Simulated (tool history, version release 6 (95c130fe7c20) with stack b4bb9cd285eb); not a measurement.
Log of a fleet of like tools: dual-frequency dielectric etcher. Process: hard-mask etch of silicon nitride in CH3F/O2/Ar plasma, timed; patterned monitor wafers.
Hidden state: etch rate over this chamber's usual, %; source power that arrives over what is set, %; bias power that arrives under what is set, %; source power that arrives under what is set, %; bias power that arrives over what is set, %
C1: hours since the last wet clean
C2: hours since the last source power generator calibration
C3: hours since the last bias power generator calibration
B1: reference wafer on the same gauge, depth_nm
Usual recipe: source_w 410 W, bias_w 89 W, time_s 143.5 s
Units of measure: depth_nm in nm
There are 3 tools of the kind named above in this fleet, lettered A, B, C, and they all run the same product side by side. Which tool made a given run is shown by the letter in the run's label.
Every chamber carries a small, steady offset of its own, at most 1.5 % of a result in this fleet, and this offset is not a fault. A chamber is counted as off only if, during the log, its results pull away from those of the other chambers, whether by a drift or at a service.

Run 1B, hour 13.1: usual settings; C1 37.8; C2 231.4; C3 313.4; B1 119.04. Result: depth_nm 109.59 nm.
Run 2A, hour 26.7: usual settings; C1 291.2; C2 46.9; C3 2605.2; B1 118.99. Result: depth_nm 109.33 nm.
Run 3C, hour 39.6: usual settings; C1 112.9; C2 1718; C3 2008.8; B1 118.93. Result: depth_nm 110.72 nm.
Run 4A, hour 46.8: usual settings; C1 311.3; C2 67; C3 2625.3; B1 118.94. Result: depth_nm 109.27 nm.
At hour 51.4: chamber A: wet clean of the chamber.
Run 5C, hour 56.5: usual settings; C1 129.8; C2 1734.9; C3 2025.7; B1 119.01. Result: depth_nm 110.64 nm.
Run 6B, hour 70.6: usual settings; C1 95.3; C2 288.9; C3 370.9; B1 119.02. Result: depth_nm 109.77 nm.
Run 7B, hour 83.3: usual settings; C1 108; C2 301.6; C3 383.6; B1 118.99. Result: depth_nm 109.65 nm.
Run 8A, hour 94: usual settings; C1 42.6; C2 114.2; C3 2672.5; B1 118.95. Result: depth_nm 108.69 nm.
Run 9C, hour 102.9: usual settings; C1 176.2; C2 1781.3; C3 2072.1; B1 119.08. Result: depth_nm 110.58 nm.
Run 10A, hour 112.7: usual settings but source_w 370 W; C1 61.3; C2 132.9; C3 2691.2; B1 119.06. Result: depth_nm 104.76 nm.
Run 11B, hour 125.9: usual settings but source_w 370 W; C1 150.6; C2 344.2; C3 426.2; B1 119.1. Result: depth_nm 105.31 nm.
Run 12C, hour 135.3: usual settings but source_w 370 W; C1 208.6; C2 1813.7; C3 2104.5; B1 118.99. Result: depth_nm 106.17 nm.
Run 13C, hour 142.6: usual settings; C1 215.9; C2 1821; C3 2111.8; B1 119.04. Result: depth_nm 111.26 nm.
Run 14A, hour 154.7: usual settings; C1 103.3; C2 174.9; C3 2733.2; B1 118.96. Result: depth_nm 109.36 nm.
Run 15B, hour 164.1: usual settings; C1 188.8; C2 382.4; C3 464.4; B1 119.05. Result: depth_nm 109.85 nm.
Run 16B, hour 174.8: usual settings; C1 199.5; C2 393.1; C3 475.1; B1 119.03. Result: depth_nm 109.61 nm.
Run 17C, hour 181.8: usual settings but bias_w 76 W; C1 255.1; C2 1860.2; C3 2151; B1 119. Result: depth_nm 104.58 nm.
Run 18A, hour 191.2: usual settings but bias_w 76 W; C1 139.8; C2 211.4; C3 2769.7; B1 118.95. Result: depth_nm 103.06 nm.
Run 19A, hour 198.6: usual settings but bias_w 76 W; C1 147.2; C2 218.8; C3 2777.1; B1 118.89. Result: depth_nm 103.29 nm.
Run 20B, hour 212.8: usual settings; C1 237.5; C2 431.1; C3 513.1; B1 118.94. Result: depth_nm 109.36 nm.
At hour 221.4: chamber A: bias power generator calibrated.
Run 21C, hour 222.5: usual settings; C1 295.8; C2 1900.9; C3 2191.7; B1 118.95. Result: depth_nm 111.22 nm.
Run 22C, hour 231.4: usual settings; C1 304.7; C2 1909.8; C3 2200.6; B1 119.07. Result: depth_nm 110.46 nm.
Run 23A, hour 243.7: usual settings; C1 192.3; C2 263.9; C3 22.3; B1 118.94. Result: depth_nm 107.39 nm.
Run 24B, hour 250.7: usual settings; C1 275.4; C2 469; C3 551; B1 118.96. Result: depth_nm 109.16 nm.
Run 25A, hour 261: usual settings; C1 209.6; C2 281.2; C3 39.6; B1 118.89. Result: depth_nm 106.9 nm.
Run 26B, hour 270.4: usual settings; C1 295.1; C2 488.7; C3 570.7; B1 118.93. Result: depth_nm 109.56 nm.
Run 27C, hour 281.8: usual settings; C1 355.1; C2 1960.2; C3 2251; B1 118.97. Result: depth_nm 111.12 nm.
Run 28B, hour 295.4: usual settings; C1 320.1; C2 513.7; C3 595.7; B1 118.94. Result: depth_nm 109.99 nm.
Run 29A, hour 306.9: usual settings; C1 255.5; C2 327.1; C3 85.5; B1 118.94. Result: depth_nm 106.85 nm.
At hour 309.2: chamber C: wet clean of the chamber.
Run 30C, hour 316.7: usual settings; C1 7.5; C2 1995.1; C3 2285.9; B1 118.99. Result: depth_nm 110.71 nm.
Run 31A, hour 326.2: usual settings but bias_w 106 W; C1 274.8; C2 346.4; C3 104.8; B1 118.98. Result: depth_nm 113.69 nm.
Run 32C, hour 334.1: usual settings but bias_w 106 W; C1 24.9; C2 2012.5; C3 2303.3; B1 118.95. Result: depth_nm 118.24 nm.
Run 33B, hour 348.1: usual settings but bias_w 106 W; C1 372.8; C2 566.4; C3 648.4; B1 119.01. Result: depth_nm 116.65 nm.
Run 34B, hour 359.8: usual settings; C1 384.5; C2 578.1; C3 660.1; B1 119.02. Result: depth_nm 109.67 nm.
Run 35A, hour 367.4: usual settings; C1 316; C2 387.6; C3 146; B1 118.98. Result: depth_nm 106.45 nm.
Run 36C, hour 376.5: usual settings but source_w 500 W, time_s 127 s; C1 67.3; C2 2054.9; C3 2345.7; B1 118.99. Result: depth_nm 106.23 nm.
Run 37C, hour 386.1: usual settings but source_w 500 W, time_s 127 s; C1 76.9; C2 2064.5; C3 2355.3; B1 118.98. Result: depth_nm 105.86 nm.
Run 38A, hour 392.4: usual settings but source_w 500 W, time_s 127 s; C1 341; C2 412.6; C3 171; B1 119.02. Result: depth_nm 102.25 nm.
Run 39B, hour 404.4: usual settings; C1 429.1; C2 622.7; C3 704.7; B1 118.97. Result: depth_nm 109.95 nm.
Run 40B, hour 414: usual settings; C1 438.7; C2 632.3; C3 714.3; B1 118.92. Result: depth_nm 109.64 nm.

The same settings go to every chamber for the next run, one line per chamber below. Forecast the results for each:
Run 41A, hour 424.5: usual settings. Result: depth_nm ?.
Run 41B, hour 424.5: usual settings. Result: depth_nm ?.
Run 41C, hour 424.5: usual settings. Result: depth_nm ?.

run  depth_nm
41A    106.68
41B    109.41
41C    111.08
